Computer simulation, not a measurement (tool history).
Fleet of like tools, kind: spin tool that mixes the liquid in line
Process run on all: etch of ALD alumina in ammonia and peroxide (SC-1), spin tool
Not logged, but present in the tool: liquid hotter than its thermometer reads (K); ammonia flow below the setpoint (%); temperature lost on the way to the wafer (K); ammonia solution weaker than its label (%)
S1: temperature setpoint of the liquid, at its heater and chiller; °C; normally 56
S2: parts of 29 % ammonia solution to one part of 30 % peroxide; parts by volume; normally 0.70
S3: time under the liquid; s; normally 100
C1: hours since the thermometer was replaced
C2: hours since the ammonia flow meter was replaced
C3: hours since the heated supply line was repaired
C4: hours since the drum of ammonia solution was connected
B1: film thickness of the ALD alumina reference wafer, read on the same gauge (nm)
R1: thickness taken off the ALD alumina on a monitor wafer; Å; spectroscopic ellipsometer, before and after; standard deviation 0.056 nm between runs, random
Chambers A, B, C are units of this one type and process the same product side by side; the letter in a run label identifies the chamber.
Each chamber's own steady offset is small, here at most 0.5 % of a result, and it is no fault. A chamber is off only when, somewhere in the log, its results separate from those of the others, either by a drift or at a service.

run 1B hour=6.9 | S1=56 S2=0.70 S3=100 | C1=1315.1 C2=1884.8 C3=1534.6 C4=166.4 | B1=79.992 | R1=83.989
run 2A hour=11.4 | S1=56 S2=0.70 S3=100 | C1=389.5 C2=1250.4 C3=430.7 C4=122.3 | B1=80.007 | R1=85.151
run 3C hour=18.5 | S1=56 S2=0.70 S3=100 | C1=909.2 C2=646.6 C3=323.0 C4=677.4 | B1=80.019 | R1=85.007
run 4C hour=26.5 | S1=56 S2=0.70 S3=100 | C1=917.2 C2=654.6 C3=331.0 C4=685.4 | B1=79.982 | R1=83.758
run 5A hour=33.8 | S1=56 S2=0.70 S3=100 | C1=411.9 C2=1272.8 C3=453.1 C4=144.7 | B1=79.992 | R1=84.365
run 6B hour=39.7 | S1=56 S2=0.70 S3=100 | C1=1347.9 C2=1917.6 C3=1567.4 C4=199.2 | B1=79.990 | R1=84.647
run 7A hour=46.4 | S1=56 S2=0.95 S3=100 | C1=424.5 C2=1285.4 C3=465.7 C4=157.3 | B1=80.005 | R1=87.323
run 8C hour=54.7 | S1=56 S2=0.95 S3=100 | C1=945.4 C2=682.8 C3=359.2 C4=713.6 | B1=80.000 | R1=87.534
run 9B hour=59.0 | S1=56 S2=0.95 S3=100 | C1=1367.2 C2=1936.9 C3=1586.7 C4=218.5 | B1=79.993 | R1=89.496
run 10C hour=67.1 | S1=56 S2=0.70 S3=100 | C1=957.8 C2=695.2 C3=371.6 C4=726.0 | B1=79.996 | R1=84.246
run 11A hour=74.7 | S1=56 S2=0.70 S3=100 | C1=452.8 C2=1313.7 C3=494.0 C4=185.6 | B1=79.999 | R1=84.908
run 12B hour=80.4 | S1=56 S2=0.70 S3=100 | C1=1388.6 C2=1958.3 C3=1608.1 C4=239.9 | B1=80.014 | R1=87.017
run 13A hour=86.8 | S1=56 S2=0.70 S3=50 | C1=464.9 C2=1325.8 C3=506.1 C4=197.7 | B1=80.011 | R1=42.273
run 14B hour=94.1 | S1=56 S2=0.70 S3=50 | C1=1402.3 C2=1972.0 C3=1621.8 C4=253.6 | B1=80.006 | R1=43.712
run 15C hour=98.1 | S1=56 S2=0.70 S3=50 | C1=988.8 C2=726.2 C3=402.6 C4=757.0 | B1=80.010 | R1=42.698
run 16B hour=103.7 | S1=56 S2=0.70 S3=100 | C1=1411.9 C2=1981.6 C3=1631.4 C4=263.2 | B1=80.016 | R1=88.027
run 17C hour=108.3 | S1=56 S2=0.70 S3=100 | C1=999.0 C2=736.4 C3=412.8 C4=767.2 | B1=79.991 | R1=85.004
run 18A hour=116.5 | S1=56 S2=0.90 S3=100 | C1=494.6 C2=1355.5 C3=535.8 C4=227.4 | B1=79.963 | R1=86.684
run 19B hour=120.3 | S1=56 S2=0.90 S3=100 | C1=1428.5 C2=1998.2 C3=1648.0 C4=279.8 | B1=79.991 | R1=90.711
run 20C hour=128.0 | S1=56 S2=0.90 S3=100 | C1=1018.7 C2=756.1 C3=432.5 C4=786.9 | B1=80.000 | R1=87.342
run 21A hour=134.6 | S1=56 S2=0.70 S3=100 | C1=512.7 C2=1373.6 C3=553.9 C4=245.5 | B1=79.985 | R1=84.658

For the next run the whole fleet of 3 chambers uses the same settings. Give each chamber's results:
run 22A hour=140.6 | S1=56 S2=0.70 S3=100 | R1=?
run 22B hour=140.6 | S1=56 S2=0.70 S3=100 | R1=?
run 22C hour=140.6 | S1=56 S2=0.70 S3=100 | R1=?

run=22A R1=85.084
run=22B R1=89.871
run=22C R1=83.650
